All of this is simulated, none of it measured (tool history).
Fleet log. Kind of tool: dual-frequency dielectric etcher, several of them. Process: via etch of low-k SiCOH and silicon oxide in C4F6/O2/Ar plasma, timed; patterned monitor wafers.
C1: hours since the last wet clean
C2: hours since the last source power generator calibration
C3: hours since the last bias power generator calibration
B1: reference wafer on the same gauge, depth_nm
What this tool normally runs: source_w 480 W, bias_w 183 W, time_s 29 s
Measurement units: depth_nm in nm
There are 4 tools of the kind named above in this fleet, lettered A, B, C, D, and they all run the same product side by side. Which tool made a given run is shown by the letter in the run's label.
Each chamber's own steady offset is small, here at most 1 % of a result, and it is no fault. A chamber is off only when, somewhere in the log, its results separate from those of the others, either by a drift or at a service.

run 1C hour=4.5 | source_w=480 bias_w=183 time_s=29 | C1=488.1 C2=1024.3 C3=557.2 | B1=69.764 | depth_nm=74.185
run 2B hour=10.4 | source_w=480 bias_w=183 time_s=29 | C1=371.8 C2=2315.8 C3=757.9 | B1=69.75 | depth_nm=73.987
run 3A hour=15.5 | source_w=480 bias_w=183 time_s=29 | C1=399.2 C2=1676.4 C3=3312.6 | B1=69.826 | depth_nm=74.191
run 4D hour=19 | source_w=480 bias_w=183 time_s=29 | C1=106.5 C2=4186.8 C3=1064 | B1=69.628 | depth_nm=74.076
run 5C hour=25.1 | source_w=560 bias_w=202 time_s=29 | C1=508.7 C2=1044.9 C3=577.8 | B1=69.678 | depth_nm=80.924
run 6A hour=32.5 | source_w=560 bias_w=202 time_s=29 | C1=416.2 C2=1693.4 C3=3329.6 | B1=69.723 | depth_nm=80.739
run 7D hour=40.4 | source_w=560 bias_w=202 time_s=29 | C1=127.9 C2=4208.2 C3=1085.4 | B1=69.806 | depth_nm=82.635
run 8B hour=48 | source_w=560 bias_w=202 time_s=29 | C1=409.4 C2=2353.4 C3=795.5 | B1=69.624 | depth_nm=82.062
run 9A hour=54.7 | source_w=480 bias_w=183 time_s=29 | C1=438.4 C2=1715.6 C3=3351.8 | B1=69.76 | depth_nm=73.897
run 10C hour=62.6 | source_w=480 bias_w=183 time_s=29 | C1=546.2 C2=1082.4 C3=615.3 | B1=69.801 | depth_nm=74.699
run 11B hour=69.5 | source_w=480 bias_w=183 time_s=29 | C1=430.9 C2=2374.9 C3=817 | B1=69.655 | depth_nm=74.378
run 12D hour=75.9 | source_w=480 bias_w=183 time_s=29 | C1=163.4 C2=4243.7 C3=1120.9 | B1=69.689 | depth_nm=75.065
run 13B hour=80.5 | source_w=480 bias_w=183 time_s=29 | C1=441.9 C2=2385.9 C3=828 | B1=69.724 | depth_nm=73.715
run 14C hour=86.4 | source_w=480 bias_w=183 time_s=29 | C1=570 C2=1106.2 C3=639.1 | B1=69.672 | depth_nm=74.626
run 15D hour=90.5 | source_w=480 bias_w=183 time_s=29 | C1=178 C2=4258.3 C3=1135.5 | B1=69.768 | depth_nm=75.311
run 16A hour=95 | source_w=480 bias_w=183 time_s=29 | C1=478.7 C2=1755.9 C3=3392.1 | B1=69.768 | depth_nm=74.17
run 17D hour=102.3 | source_w=480 bias_w=183 time_s=29 | C1=189.8 C2=4270.1 C3=1147.3 | B1=69.679 | depth_nm=74.51
-- hour=102.9 chamber C: wet clean of the chamber
-- hour=106.4 chamber A: wet clean of the chamber
run 18A hour=108.9 | source_w=480 bias_w=183 time_s=26.5 | C1=2.6 C2=1769.8 C3=3406 | B1=69.64 | depth_nm=66.72
run 19B hour=113.3 | source_w=480 bias_w=183 time_s=26.5 | C1=474.7 C2=2418.7 C3=860.8 | B1=69.68 | depth_nm=67.493
run 20C hour=120.8 | source_w=480 bias_w=183 time_s=26.5 | C1=17.9 C2=1140.6 C3=673.5 | B1=69.765 | depth_nm=64.231
run 21C hour=127.7 | source_w=480 bias_w=183 time_s=26.5 | C1=24.8 C2=1147.5 C3=680.4 | B1=69.722 | depth_nm=64.631
run 22D hour=132.4 | source_w=480 bias_w=183 time_s=29 | C1=219.9 C2=4300.2 C3=1177.4 | B1=69.8 | depth_nm=74.716
run 23B hour=138 | source_w=480 bias_w=183 time_s=29 | C1=499.4 C2=2443.4 C3=885.5 | B1=69.605 | depth_nm=73.799
run 24A hour=142.6 | source_w=480 bias_w=183 time_s=29 | C1=36.3 C2=1803.5 C3=3439.7 | B1=69.803 | depth_nm=73.22
run 25C hour=148.4 | source_w=480 bias_w=183 time_s=29 | C1=45.5 C2=1168.2 C3=701.1 | B1=69.664 | depth_nm=71.529
run 26D hour=153.1 | source_w=480 bias_w=183 time_s=29 | C1=240.6 C2=4320.9 C3=1198.1 | B1=69.675 | depth_nm=75.455
run 27A hour=160.9 | source_w=480 bias_w=183 time_s=29 | C1=54.6 C2=1821.8 C3=3458 | B1=69.748 | depth_nm=74.239
run 28B hour=165.2 | source_w=480 bias_w=183 time_s=29 | C1=526.6 C2=2470.6 C3=912.7 | B1=69.657 | depth_nm=75.047
run 29B hour=172.5 | source_w=480 bias_w=183 time_s=29 | C1=533.9 C2=2477.9 C3=920 | B1=69.685 | depth_nm=74.17
run 30A hour=178.8 | source_w=410 bias_w=183 time_s=29 | C1=72.5 C2=1839.7 C3=3475.9 | B1=69.642 | depth_nm=69.289
run 31D hour=186.7 | source_w=410 bias_w=183 time_s=29 | C1=274.2 C2=4354.5 C3=1231.7 | B1=69.634 | depth_nm=69.302
run 32C hour=194.6 | source_w=410 bias_w=183 time_s=29 | C1=91.7 C2=1214.4 C3=747.3 | B1=69.803 | depth_nm=66.741
run 33B hour=200.2 | source_w=410 bias_w=183 time_s=29 | C1=561.6 C2=2505.6 C3=947.7 | B1=69.731 | depth_nm=69.742
run 34D hour=203.7 | source_w=480 bias_w=183 time_s=29 | C1=291.2 C2=4371.5 C3=1248.7 | B1=69.655 | depth_nm=75.082

Predict what each chamber gives when all 4 of them run the settings below next.
run 35A hour=209.4 | source_w=480 bias_w=183 time_s=29 | depth_nm=?
run 35B hour=209.4 | source_w=480 bias_w=183 time_s=29 | depth_nm=?
run 35C hour=209.4 | source_w=480 bias_w=183 time_s=29 | depth_nm=?
run 35D hour=209.4 | source_w=480 bias_w=183 time_s=29 | depth_nm=?

run=35A depth_nm=73.542
run=35B depth_nm=74.358
run=35C depth_nm=69.986
run=35D depth_nm=75.027
